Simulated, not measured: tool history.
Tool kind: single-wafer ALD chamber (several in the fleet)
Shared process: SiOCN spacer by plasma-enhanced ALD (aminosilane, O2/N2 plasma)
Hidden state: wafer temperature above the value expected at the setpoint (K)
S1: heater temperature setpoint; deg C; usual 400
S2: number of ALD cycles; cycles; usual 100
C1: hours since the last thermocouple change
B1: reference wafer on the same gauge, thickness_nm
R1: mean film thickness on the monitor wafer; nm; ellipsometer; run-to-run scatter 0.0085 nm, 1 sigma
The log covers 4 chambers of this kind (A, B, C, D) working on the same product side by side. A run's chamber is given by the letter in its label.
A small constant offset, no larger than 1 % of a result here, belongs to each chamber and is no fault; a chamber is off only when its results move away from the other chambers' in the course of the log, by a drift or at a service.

run,hour,S1,S2,C1,B1,R1
1C,3.7,400,100,365.3,6.0304,6.0344
2D,8.7,400,100,337.7,6.0292,6.0357
3A,15.5,400,100,2555.9,6.0273,6.057
4B,22.2,400,100,752.9,6.0256,6.092
5C,29.9,400,114,391.5,6.0236,6.8721
6A,37.7,400,114,2578.1,6.0217,6.9106
7B,42.2,400,114,772.9,6.0178,6.9308
8D,47.2,400,114,376.2,6.0203,6.8733
9C,55.1,400,100,416.7,6.0186,6.0179
10D,61.4,395,100,390.4,6.0154,6.009
11B,67.5,395,100,798.2,6.0147,6.0894
12A,72.6,395,100,2613,6.0111,6.0198
13D,80.7,395,100,409.7,6.0071,5.9975
14A,88.6,400,100,2629,6.0085,6.0527
15C,96.5,400,100,458.1,6.0089,6.0184
16B,101.1,394,92,831.8,6.0061,5.5697
17A,108.1,394,92,2648.5,6.0057,5.5604
18B,112.1,394,92,842.8,6.0048,5.5856
19D,116.4,394,92,445.4,6.0012,5.5232
20C,120.4,400,100,482,6,5.9998
21A,124.9,400,100,2665.3,6.0012,6.0252
22C,132.5,400,100,494.1,5.9994,5.9938
23B,137.9,400,100,868.6,5.9991,6.0449
24D,144.5,400,118,473.5,5.9942,7.0661

Each of the 4 chambers runs these same settings next. Fill in every chamber's results:
25A,150.3,400,94,,,?
25B,150.3,400,94,,,?
25C,150.3,400,94,,,?
25D,150.3,400,94,,,?

run,R1
25A,5.656
25B,5.7091
25C,5.6395
25D,5.6373
